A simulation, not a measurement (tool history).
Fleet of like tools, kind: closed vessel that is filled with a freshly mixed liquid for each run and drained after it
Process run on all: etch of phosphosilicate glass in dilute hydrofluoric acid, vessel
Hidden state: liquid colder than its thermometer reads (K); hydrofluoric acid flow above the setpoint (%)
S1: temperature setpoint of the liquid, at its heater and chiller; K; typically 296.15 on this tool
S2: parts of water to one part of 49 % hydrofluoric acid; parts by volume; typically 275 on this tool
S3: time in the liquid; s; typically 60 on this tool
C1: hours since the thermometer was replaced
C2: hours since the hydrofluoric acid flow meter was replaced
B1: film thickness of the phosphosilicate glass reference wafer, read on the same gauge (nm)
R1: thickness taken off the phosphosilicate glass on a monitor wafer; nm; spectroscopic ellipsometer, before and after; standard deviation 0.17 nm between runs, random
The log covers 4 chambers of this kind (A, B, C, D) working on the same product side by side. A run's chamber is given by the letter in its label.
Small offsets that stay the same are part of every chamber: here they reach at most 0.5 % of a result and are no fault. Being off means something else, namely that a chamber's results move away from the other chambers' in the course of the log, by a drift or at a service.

run   hour      S1   S2  S3      C1      C2      B1      R1
 1B    5.4  296.15  275  60   511.5   549.3  80.005  17.069
      13.1  -- chamber D: hydrofluoric acid flow meter replaced
 2D   15.1  296.15  275  60  1352.1     2.1  79.983  17.005
 3A   22.9  296.15  275  60  1088.7   447.5  79.999  16.919
 4C   31.1  296.15  275  60    1661  1530.2  79.994  16.644
 5C   41.4  296.15  275  60  1671.3  1540.5  79.983  16.719
 6A   46.6  296.15  275  60  1112.4   471.2  79.996  17.015
 7D   51.5  296.15  275  60  1388.5    38.5  80.009  17.044
 8B   59.4  296.15  275  90   565.5   603.3  80.006  25.774
 9C   70.2  296.15  275  90  1700.1  1569.3  80.011   25.54
10B   76.1  296.15  275  90   582.2     620  80.026  25.401
11A   80.8  296.15  275  90  1146.6   505.4  79.989  25.629
12D   87.9  296.15  275  30  1424.9    74.9  80.004  8.6033
13A   97.6  296.15  275  30  1163.4   522.2  80.003   8.429
14C  104.7  296.15  275  30  1734.6  1603.8  80.017   8.396
15B  112.6  296.15  275  30   618.7   656.5  80.011  8.4716
16D  121.3  296.15  275  60  1458.3   108.3  80.015   17.01
17B  130.3  296.15  275  60   636.4   674.2  79.995   16.95
18C  140.2  296.15  275  60  1770.1  1639.3  80.023  16.899
19A    145  296.15  275  60  1210.8   569.6  79.997  16.895
20D  152.3  296.15  275  60  1489.3   139.3  79.975  17.102
21B  158.7  296.15  275  60   664.8   702.6  80.006  17.018
22D  163.5  296.15  275  60  1500.5   150.5  80.018  16.648
     168.4  -- chamber B: thermometer replaced
23C    169  296.15  275  60  1798.9  1668.1   80.02  16.668
24A    179  296.15  400  60  1244.8   603.6   80.02  10.319
25B  188.7  296.15  400  60    20.4   732.6  79.993  10.422
26D  199.5  296.15  400  60  1536.5   186.5  80.005  10.532
27C    205  296.15  400  60  1834.9  1704.1  80.008  10.381
28A  215.2  296.15  275  60    1281   639.8  79.995  16.783
     222.4  -- chamber C: hydrofluoric acid flow meter replaced
29B  226.1  296.15  275  85    57.8     770  79.981  23.904
30C  237.1  296.15  275  85    1867    14.7  80.011  24.467
31D  246.5  296.15  275  85  1583.5   233.5  80.018  24.073

Does one chamber stand apart from the rest, does the shared gauge drift, or is all well apart from small per-chamber offsets? Give the chamber and the most likely cause, where there is one.

No chamber is off and the gauge is stable; the differences are just each chamber's small, constant offset.
